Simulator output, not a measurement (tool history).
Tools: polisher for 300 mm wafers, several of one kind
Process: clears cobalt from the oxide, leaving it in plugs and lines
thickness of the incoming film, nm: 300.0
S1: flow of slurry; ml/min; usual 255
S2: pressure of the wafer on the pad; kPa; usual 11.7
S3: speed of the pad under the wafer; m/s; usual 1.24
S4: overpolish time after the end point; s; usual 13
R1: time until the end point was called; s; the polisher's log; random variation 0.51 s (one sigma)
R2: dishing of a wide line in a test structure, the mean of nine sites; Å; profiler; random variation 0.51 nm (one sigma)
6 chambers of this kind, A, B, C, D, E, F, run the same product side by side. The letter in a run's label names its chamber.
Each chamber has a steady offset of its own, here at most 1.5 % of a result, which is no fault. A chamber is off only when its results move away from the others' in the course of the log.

| run | hour | S1 | S2 | S3 | S4 | R1 | R2 |
|---|---|---|---|---|---|---|---|
|  | 0.3 | chamber C: worn pad replaced by a new one |
| 1E | 5.7 | 255 | 11.7 | 1.24 | 13 | 50.399 | 315.69 |
|  | 12.9 | chamber E: worn pad replaced by a new one |
| 2F | 16.7 | 255 | 11.7 | 1.24 | 13 | 49.877 | 323 |
|  | 24.3 | chamber A: slurry nozzle cleaned |
| 3B | 24.8 | 255 | 11.7 | 1.24 | 13 | 49.334 | 317.96 |
|  | 31.2 | chamber B: worn pad replaced by a new one |
| 4C | 34.5 | 255 | 11.7 | 1.24 | 13 | 50.055 | 310.67 |
| 5D | 44.5 | 255 | 11.7 | 1.24 | 13 | 50.368 | 305.38 |
| 6A | 52.3 | 255 | 11.7 | 1.24 | 13 | 50.905 | 318.96 |
|  | 54.7 | chamber A: worn pad replaced by a new one |
|  | 57 | chamber D: worn pad replaced by a new one |
| 7E | 62.1 | 255 | 11.7 | 1.24 | 13 | 49.973 | 317.41 |
|  | 64.5 | chamber C: slurry nozzle cleaned |
| 8F | 70.1 | 255 | 11.7 | 1.24 | 13 | 50.611 | 315.26 |
|  | 80.1 | chamber F: worn pad replaced by a new one |
| 9B | 80.9 | 255 | 11.7 | 1.24 | 13 | 50.04 | 323.55 |
| 10D | 88.6 | 255 | 11.7 | 1.24 | 13 | 50.45 | 312.67 |
| 11C | 98.8 | 255 | 11.7 | 1.24 | 13 | 50.412 | 313.08 |
|  | 103.8 | chamber B: head pressure recalibrated |
| 12A | 105.5 | 255 | 11.7 | 1.24 | 13 | 50.618 | 325.84 |
|  | 109.7 | chamber E: worn pad replaced by a new one |
|  | 111.4 | chamber B: worn pad replaced by a new one |
| 13A | 116.3 | 220 | 11.7 | 1.58 | 13 | 40.041 | 331.41 |
|  | 122.5 | chamber C: worn pad replaced by a new one |
| 14B | 126.6 | 220 | 11.7 | 1.58 | 13 | 38.845 | 339.62 |
| 15D | 136.3 | 220 | 11.7 | 1.58 | 13 | 40.634 | 334.78 |
|  | 136.9 | chamber D: worn pad replaced by a new one |
|  | 138.8 | chamber A: worn pad replaced by a new one |
| 16E | 146.4 | 220 | 11.7 | 1.58 | 13 | 40.66 | 335.73 |
| 17F | 154.6 | 220 | 11.7 | 1.58 | 13 | 40.067 | 341.02 |
| 18C | 163.7 | 220 | 11.7 | 1.58 | 13 | 39.508 | 333.39 |
| 19E | 171.6 | 255 | 11.7 | 1.24 | 13 | 50.661 | 317.93 |
| 20F | 176.6 | 255 | 11.7 | 1.24 | 13 | 50.499 | 314.61 |
|  | 182.5 | chamber B: worn pad replaced by a new one |
| 21D | 183.4 | 255 | 11.7 | 1.24 | 13 | 50.901 | 324.9 |
| 22C | 194.1 | 255 | 11.7 | 1.24 | 13 | 49.701 | 324.67 |
|  | 194.8 | chamber F: worn pad replaced by a new one |
| 23B | 199 | 255 | 8.3 | 0.96 | 13 | 90.638 | 246.68 |
|  | 202.2 | chamber D: worn pad replaced by a new one |
| 24A | 205 | 255 | 8.3 | 0.96 | 13 | 91.203 | 252.32 |
|  | 208.5 | chamber A: worn pad replaced by a new one |
|  | 211.2 | chamber E: worn pad replaced by a new one |
| 25C | 215.7 | 255 | 8.3 | 0.96 | 13 | 91.739 | 248.65 |
|  | 216 | chamber E: slurry nozzle cleaned |
| 26A | 223.9 | 255 | 8.3 | 0.96 | 13 | 92.143 | 254.89 |
| 27F | 230.8 | 255 | 8.3 | 0.96 | 13 | 91.05 | 261.9 |
|  | 236.6 | chamber C: worn pad replaced by a new one |
| 28D | 239.5 | 255 | 8.3 | 0.96 | 13 | 91.284 | 251.77 |
| 29B | 249 | 255 | 11.7 | 1.24 | 13 | 49.733 | 316.06 |
|  | 253.3 | chamber B: worn pad replaced by a new one |
| 30E | 258.9 | 255 | 11.7 | 1.24 | 13 | 51.304 | 317.17 |
| 31C | 268.4 | 255 | 11.7 | 1.24 | 13 | 49.047 | 320.32 |
| 32A | 275.9 | 255 | 13.1 | 1.24 | 13 | 44.639 | 326.38 |
|  | 276.6 | chamber D: worn pad replaced by a new one |
| 33D | 282.1 | 255 | 13.1 | 1.24 | 13 | 44.575 | 325.41 |
|  | 286.1 | chamber A: worn pad replaced by a new one |
| 34E | 292.9 | 255 | 13.1 | 1.24 | 13 | 44.826 | 338.9 |
| 35F | 300.3 | 255 | 13.1 | 1.24 | 13 | 44.704 | 331.46 |
| 36B | 307.1 | 255 | 13.1 | 1.24 | 13 | 44.661 | 335.37 |
| 37A | 311.9 | 255 | 13.1 | 1.24 | 13 | 45.11 | 327.2 |
|  | 318.3 | chamber E: worn pad replaced by a new one |
|  | 319.1 | chamber B: worn pad replaced by a new one |
| 38F | 320.5 | 255 | 11.7 | 1.24 | 13 | 50.95 | 319.75 |
| 39C | 329.6 | 255 | 11.7 | 1.24 | 13 | 50.703 | 319.18 |
| 40D | 336.1 | 255 | 11.7 | 1.24 | 13 | 49.479 | 321.7 |
| 41B | 345.6 | 255 | 11.7 | 1.24 | 13 | 50.177 | 330.92 |
| 42E | 352.3 | 255 | 15.2 | 1.24 | 13 | 38.306 | 341.71 |
| 43B | 360.2 | 255 | 15.2 | 1.24 | 13 | 39.067 | 345.78 |

What goes on in this fleet: one chamber off, a drifting gauge, or nothing beyond the chambers' own small offsets? Name the chamber and the cause, if any.

No chamber stands off beyond its own small offset, and the gauge holds steady.
